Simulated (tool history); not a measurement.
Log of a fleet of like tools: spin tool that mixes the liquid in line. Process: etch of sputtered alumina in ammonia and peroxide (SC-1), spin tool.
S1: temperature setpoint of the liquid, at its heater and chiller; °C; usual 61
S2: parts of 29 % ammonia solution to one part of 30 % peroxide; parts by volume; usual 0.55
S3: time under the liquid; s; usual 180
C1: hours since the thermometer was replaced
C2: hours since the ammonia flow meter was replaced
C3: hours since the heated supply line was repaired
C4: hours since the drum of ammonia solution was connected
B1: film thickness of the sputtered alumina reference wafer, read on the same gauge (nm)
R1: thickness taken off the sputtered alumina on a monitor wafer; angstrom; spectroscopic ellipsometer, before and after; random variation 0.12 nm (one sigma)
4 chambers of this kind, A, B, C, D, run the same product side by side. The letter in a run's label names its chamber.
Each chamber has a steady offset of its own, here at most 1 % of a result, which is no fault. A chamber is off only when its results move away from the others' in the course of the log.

-- day=0.3 chamber B: ammonia flow meter replaced
run 1B day=0.421 | S1=61 S2=0.55 S3=180 | C1=428.8 C2=3 C3=1278.4 C4=585.8 | B1=39.975 | R1=152.99
run 2D day=0.712 | S1=61 S2=0.55 S3=180 | C1=116.9 C2=1091.9 C3=2899.6 C4=85.7 | B1=39.99 | R1=151.38
run 3A day=1.038 | S1=61 S2=0.55 S3=180 | C1=996 C2=307.8 C3=2203.4 C4=258.4 | B1=39.995 | R1=150.38
run 4C day=1.508 | S1=61 S2=0.55 S3=180 | C1=848.4 C2=50.4 C3=1544.6 C4=478.4 | B1=40.006 | R1=153.93
-- day=1.662 chamber C: new drum of ammonia solution connected
-- day=1.742 chamber B: new drum of ammonia solution connected
run 5A day=2.142 | S1=61 S2=0.55 S3=180 | C1=1022.5 C2=334.3 C3=2229.9 C4=284.9 | B1=39.998 | R1=151.39
run 6D day=2.671 | S1=61 S2=0.8 S3=180 | C1=163.9 C2=1138.9 C3=2946.6 C4=132.7 | B1=40.026 | R1=158.84
run 7C day=2.975 | S1=61 S2=0.8 S3=180 | C1=883.6 C2=85.6 C3=1579.8 C4=31.5 | B1=40.024 | R1=158.54
run 8B day=3.592 | S1=61 S2=0.8 S3=180 | C1=504.9 C2=79.1 C3=1354.5 C4=44.5 | B1=39.987 | R1=156.76
run 9D day=3.996 | S1=61 S2=0.8 S3=180 | C1=195.7 C2=1170.7 C3=2978.4 C4=164.5 | B1=39.973 | R1=158.58
-- day=4.167 chamber A: thermometer replaced
run 10C day=4.512 | S1=61 S2=0.55 S3=180 | C1=920.5 C2=122.5 C3=1616.7 C4=68.4 | B1=40.024 | R1=155.53
run 11A day=4.867 | S1=61 S2=0.55 S3=180 | C1=16.8 C2=399.7 C3=2295.3 C4=350.3 | B1=40.023 | R1=150.84
run 12B day=5.492 | S1=61 S2=0.55 S3=180 | C1=550.5 C2=124.7 C3=1400.1 C4=90.1 | B1=39.996 | R1=151.96
run 13A day=6.054 | S1=61 S2=0.55 S3=180 | C1=45.3 C2=428.2 C3=2323.8 C4=378.8 | B1=39.995 | R1=151.77
run 14B day=6.683 | S1=61 S2=0.55 S3=180 | C1=579.1 C2=153.3 C3=1428.7 C4=118.7 | B1=39.964 | R1=149.41
run 15C day=7.271 | S1=61 S2=0.55 S3=180 | C1=986.7 C2=188.7 C3=1682.9 C4=134.6 | B1=40.027 | R1=153.95
run 16D day=7.696 | S1=66.5 S2=0.55 S3=255 | C1=284.5 C2=1259.5 C3=3067.2 C4=253.3 | B1=40.031 | R1=284.12
run 17B day=8.058 | S1=66.5 S2=0.55 S3=255 | C1=612.1 C2=186.3 C3=1461.7 C4=151.7 | B1=39.979 | R1=273.96
run 18C day=8.529 | S1=66.5 S2=0.55 S3=255 | C1=1016.9 C2=218.9 C3=1713.1 C4=164.8 | B1=39.994 | R1=284.81
run 19D day=9.092 | S1=66.5 S2=0.55 S3=255 | C1=318 C2=1293 C3=3100.7 C4=286.8 | B1=39.979 | R1=282.53
run 20A day=9.604 | S1=61 S2=0.55 S3=180 | C1=130.5 C2=513.4 C3=2409 C4=464 | B1=39.999 | R1=150.77
run 21A day=9.954 | S1=61 S2=0.55 S3=180 | C1=138.9 C2=521.8 C3=2417.4 C4=472.4 | B1=39.998 | R1=151.29
run 22B day=10.525 | S1=61 S2=0.55 S3=180 | C1=671.3 C2=245.5 C3=1520.9 C4=210.9 | B1=40.008 | R1=146.83
run 23D day=10.879 | S1=57 S2=0.55 S3=180 | C1=360.9 C2=1335.9 C3=3143.6 C4=329.7 | B1=40.008 | R1=123.09
run 24C day=11.242 | S1=57 S2=0.55 S3=180 | C1=1082 C2=284 C3=1778.2 C4=229.9 | B1=39.994 | R1=124.44
run 25A day=11.862 | S1=57 S2=0.55 S3=180 | C1=184.7 C2=567.6 C3=2463.2 C4=518.2 | B1=39.979 | R1=122.37
-- day=12.042 chamber D: new drum of ammonia solution connected
run 26C day=12.246 | S1=57 S2=0.55 S3=180 | C1=1106.1 C2=308.1 C3=1802.3 C4=254 | B1=39.992 | R1=125.14
run 27B day=12.879 | S1=61 S2=0.55 S3=180 | C1=727.8 C2=302 C3=1577.4 C4=267.4 | B1=40.004 | R1=144.77
run 28D day=13.292 | S1=61 S2=0.55 S3=180 | C1=418.8 C2=1393.8 C3=3201.5 C4=30 | B1=40.037 | R1=150.8
-- day=13.321 chamber D: heated supply line repaired
-- day=13.638 chamber B: heated supply line repaired
run 29C day=13.929 | S1=61 S2=0.55 S3=180 | C1=1146.5 C2=348.5 C3=1842.7 C4=294.4 | B1=39.963 | R1=155.8
-- day=14.204 chamber D: ammonia flow meter replaced
run 30D day=14.267 | S1=61 S2=0.55 S3=180 | C1=442.2 C2=1.5 C3=22.7 C4=53.4 | B1=39.992 | R1=154.24
run 31B day=14.917 | S1=61 S2=0.55 S3=180 | C1=776.7 C2=350.9 C3=30.7 C4=316.3 | B1=39.973 | R1=142.51
run 32A day=15.208 | S1=61 S2=0.55 S3=285 | C1=265 C2=647.9 C3=2543.5 C4=598.5 | B1=39.987 | R1=237.23
run 33A day=15.875 | S1=61 S2=0.55 S3=285 | C1=281 C2=663.9 C3=2559.5 C4=614.5 | B1=39.991 | R1=240.91
run 34B day=16.425 | S1=61 S2=0.55 S3=285 | C1=812.9 C2=387.1 C3=66.9 C4=352.5 | B1=40.032 | R1=224.38
run 35C day=16.95 | S1=61 S2=0.55 S3=285 | C1=1219 C2=421 C3=1915.2 C4=366.9 | B1=40.021 | R1=243.01
run 36D day=17.483 | S1=61 S2=0.55 S3=180 | C1=519.4 C2=78.7 C3=99.9 C4=130.6 | B1=39.991 | R1=154.93
run 37A day=17.854 | S1=61 S2=0.55 S3=180 | C1=328.5 C2=711.4 C3=2607 C4=662 | B1=39.975 | R1=149.43
run 38C day=18.308 | S1=61 S2=0.75 S3=180 | C1=1251.6 C2=453.6 C3=1947.8 C4=399.5 | B1=39.994 | R1=158.66
run 39B day=18.788 | S1=61 S2=0.75 S3=180 | C1=869.6 C2=443.8 C3=123.6 C4=409.2 | B1=39.986 | R1=145.77
run 40D day=19.246 | S1=61 S2=0.75 S3=180 | C1=561.7 C2=121 C3=142.2 C4=172.9 | B1=39.976 | R1=158.66
run 41A day=19.75 | S1=61 S2=0.75 S3=180 | C1=374 C2=756.9 C3=2652.5 C4=707.5 | B1=39.967 | R1=155.73

All 4 chambers run these settings next. Forecast each chamber's results:
run 42A day=20.233 | S1=61 S2=0.3 S3=180 | R1=?
run 42B day=20.233 | S1=61 S2=0.3 S3=180 | R1=?
run 42C day=20.233 | S1=61 S2=0.3 S3=180 | R1=?
run 42D day=20.233 | S1=61 S2=0.3 S3=180 | R1=?

run=42A R1=141.14
run=42B R1=132.61
run=42C R1=145.22
run=42D R1=144.65
